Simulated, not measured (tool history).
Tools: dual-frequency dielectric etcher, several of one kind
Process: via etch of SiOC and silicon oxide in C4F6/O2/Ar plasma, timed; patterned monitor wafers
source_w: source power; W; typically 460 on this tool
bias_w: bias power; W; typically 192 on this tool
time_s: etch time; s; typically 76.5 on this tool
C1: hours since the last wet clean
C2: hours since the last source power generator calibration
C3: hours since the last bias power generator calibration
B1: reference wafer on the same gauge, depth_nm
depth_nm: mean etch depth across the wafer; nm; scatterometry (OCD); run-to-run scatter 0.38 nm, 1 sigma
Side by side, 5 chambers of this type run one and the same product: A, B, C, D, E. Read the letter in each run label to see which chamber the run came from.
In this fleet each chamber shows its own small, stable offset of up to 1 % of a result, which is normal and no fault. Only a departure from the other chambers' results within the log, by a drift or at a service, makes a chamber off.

run 1D hour=3.7 | source_w=460 bias_w=192 time_s=76.5 | C1=508.2 C2=4228.1 C3=1460.9 | B1=104.35 | depth_nm=92.646
run 2E hour=8.2 | source_w=460 bias_w=192 time_s=76.5 | C1=517.2 C2=679.3 C3=4169.6 | B1=104.38 | depth_nm=92.672
run 3A hour=12.7 | source_w=460 bias_w=192 time_s=76.5 | C1=107.7 C2=1418.7 C3=2649.2 | B1=104.32 | depth_nm=93.814
run 4C hour=15.5 | source_w=460 bias_w=192 time_s=76.5 | C1=293.5 C2=382.7 C3=429.5 | B1=104.41 | depth_nm=93.475
run 5B hour=19.5 | source_w=520 bias_w=192 time_s=97.0 | C1=297.3 C2=245.6 C3=1985.4 | B1=104.33 | depth_nm=123.910
run 6E hour=23.7 | source_w=520 bias_w=192 time_s=97.0 | C1=532.7 C2=694.8 C3=4185.1 | B1=104.34 | depth_nm=123.910
run 7D hour=28.1 | source_w=520 bias_w=192 time_s=97.0 | C1=532.6 C2=4252.5 C3=1485.3 | B1=104.35 | depth_nm=124.130
run 8B hour=31.9 | source_w=520 bias_w=192 time_s=97.0 | C1=309.7 C2=258.0 C3=1997.8 | B1=104.35 | depth_nm=123.850
run 9C hour=35.0 | source_w=520 bias_w=192 time_s=97.0 | C1=313.0 C2=402.2 C3=449.0 | B1=104.31 | depth_nm=124.380
-- hour=37.1 chamber E: wet clean of the chamber
run 10A hour=37.8 | source_w=460 bias_w=192 time_s=76.5 | C1=132.8 C2=1443.8 C3=2674.3 | B1=104.42 | depth_nm=93.987
run 11D hour=41.5 | source_w=460 bias_w=163 time_s=76.5 | C1=546.0 C2=4265.9 C3=1498.7 | B1=104.37 | depth_nm=88.469
run 12E hour=46.7 | source_w=460 bias_w=163 time_s=76.5 | C1=9.7 C2=717.8 C3=4208.1 | B1=104.31 | depth_nm=88.106
-- hour=49.0 chamber D: wet clean of the chamber
run 13A hour=51.1 | source_w=460 bias_w=163 time_s=76.5 | C1=146.1 C2=1457.1 C3=2687.6 | B1=104.30 | depth_nm=90.542
run 14C hour=53.9 | source_w=460 bias_w=163 time_s=76.5 | C1=331.9 C2=421.1 C3=467.9 | B1=104.39 | depth_nm=89.294
run 15B hour=57.7 | source_w=460 bias_w=163 time_s=76.5 | C1=335.5 C2=283.8 C3=2023.6 | B1=104.44 | depth_nm=88.065
run 16E hour=61.3 | source_w=460 bias_w=192 time_s=76.5 | C1=24.3 C2=732.4 C3=4222.7 | B1=104.32 | depth_nm=92.578
run 17D hour=65.8 | source_w=460 bias_w=192 time_s=76.5 | C1=16.8 C2=4290.2 C3=1523.0 | B1=104.40 | depth_nm=93.213
run 18C hour=69.3 | source_w=460 bias_w=192 time_s=76.5 | C1=347.3 C2=436.5 C3=483.3 | B1=104.45 | depth_nm=94.046
run 19A hour=73.0 | source_w=460 bias_w=192 time_s=76.5 | C1=168.0 C2=1479.0 C3=2709.5 | B1=104.39 | depth_nm=95.553
run 20B hour=78.8 | source_w=460 bias_w=192 time_s=76.5 | C1=356.6 C2=304.9 C3=2044.7 | B1=104.33 | depth_nm=93.466
run 21C hour=82.3 | source_w=460 bias_w=192 time_s=76.5 | C1=360.3 C2=449.5 C3=496.3 | B1=104.43 | depth_nm=93.588
run 22E hour=85.4 | source_w=460 bias_w=192 time_s=76.5 | C1=48.4 C2=756.5 C3=4246.8 | B1=104.38 | depth_nm=92.794
run 23D hour=90.0 | source_w=460 bias_w=227 time_s=91.5 | C1=41.0 C2=4314.4 C3=1547.2 | B1=104.36 | depth_nm=118.090
run 24A hour=95.4 | source_w=460 bias_w=227 time_s=91.5 | C1=190.4 C2=1501.4 C3=2731.9 | B1=104.45 | depth_nm=120.890
run 25B hour=99.1 | source_w=460 bias_w=227 time_s=91.5 | C1=376.9 C2=325.2 C3=2065.0 | B1=104.36 | depth_nm=117.130
run 26B hour=103.1 | source_w=460 bias_w=227 time_s=91.5 | C1=380.9 C2=329.2 C3=2069.0 | B1=104.44 | depth_nm=117.410
run 27E hour=106.2 | source_w=460 bias_w=227 time_s=91.5 | C1=69.2 C2=777.3 C3=4267.6 | B1=104.42 | depth_nm=117.030
run 28C hour=109.4 | source_w=460 bias_w=192 time_s=76.5 | C1=387.4 C2=476.6 C3=523.4 | B1=104.42 | depth_nm=93.669
run 29A hour=113.9 | source_w=460 bias_w=192 time_s=76.5 | C1=208.9 C2=1519.9 C3=2750.4 | B1=104.38 | depth_nm=96.783
run 30D hour=118.9 | source_w=460 bias_w=192 time_s=76.5 | C1=69.9 C2=4343.3 C3=1576.1 | B1=104.41 | depth_nm=93.004
run 31D hour=124.3 | source_w=510 bias_w=192 time_s=59.0 | C1=75.3 C2=4348.7 C3=1581.5 | B1=104.53 | depth_nm=75.137
run 32A hour=126.9 | source_w=510 bias_w=192 time_s=59.0 | C1=221.9 C2=1532.9 C3=2763.4 | B1=104.41 | depth_nm=77.566
run 33C hour=131.3 | source_w=510 bias_w=192 time_s=59.0 | C1=409.3 C2=498.5 C3=545.3 | B1=104.37 | depth_nm=74.890
run 34B hour=135.9 | source_w=510 bias_w=192 time_s=59.0 | C1=413.7 C2=362.0 C3=2101.8 | B1=104.49 | depth_nm=74.448
run 35E hour=139.9 | source_w=510 bias_w=192 time_s=59.0 | C1=102.9 C2=811.0 C3=4301.3 | B1=104.33 | depth_nm=74.551
run 36B hour=145.3 | source_w=460 bias_w=158 time_s=89.0 | C1=423.1 C2=371.4 C3=2111.2 | B1=104.35 | depth_nm=102.090

Does one chamber stand apart from the rest, does the shared gauge drift, or is all well apart from small per-chamber offsets? Give the chamber and the most likely cause, where there is one.

It is chamber A that slowly wanders off from its peers.
Likeliest cause: etch rate over this chamber's usual, % = 3.77.

Which of the 4 candidates below, each the usual settings with something changed and its results left as question marks, puts chamber A back in line with what the other chambers give on the usual settings?
In line means no further than this from the other chambers' mean on the usual settings: depth_nm 1.300 nm
run 37A-1 hour=149.5 | source_w=460 bias_w=193 time_s=77.5 | depth_nm=?
run 37A-2 hour=149.5 | source_w=460 bias_w=190 time_s=73.5 | depth_nm=?
run 37A-3 hour=149.5 | source_w=460 bias_w=191 time_s=75.5 | depth_nm=?
run 37A-4 hour=149.5 | source_w=460 bias_w=194 time_s=79.5 | depth_nm=?

The mean the other chambers reach with the usual settings: depth_nm 93.220 nm
run=37A-1 depth_nm=98.577
run=37A-2 depth_nm=93.021
run=37A-3 depth_nm=95.713
run=37A-4 depth_nm=101.290
With 37A-2, the chamber falls back in line with the rest.
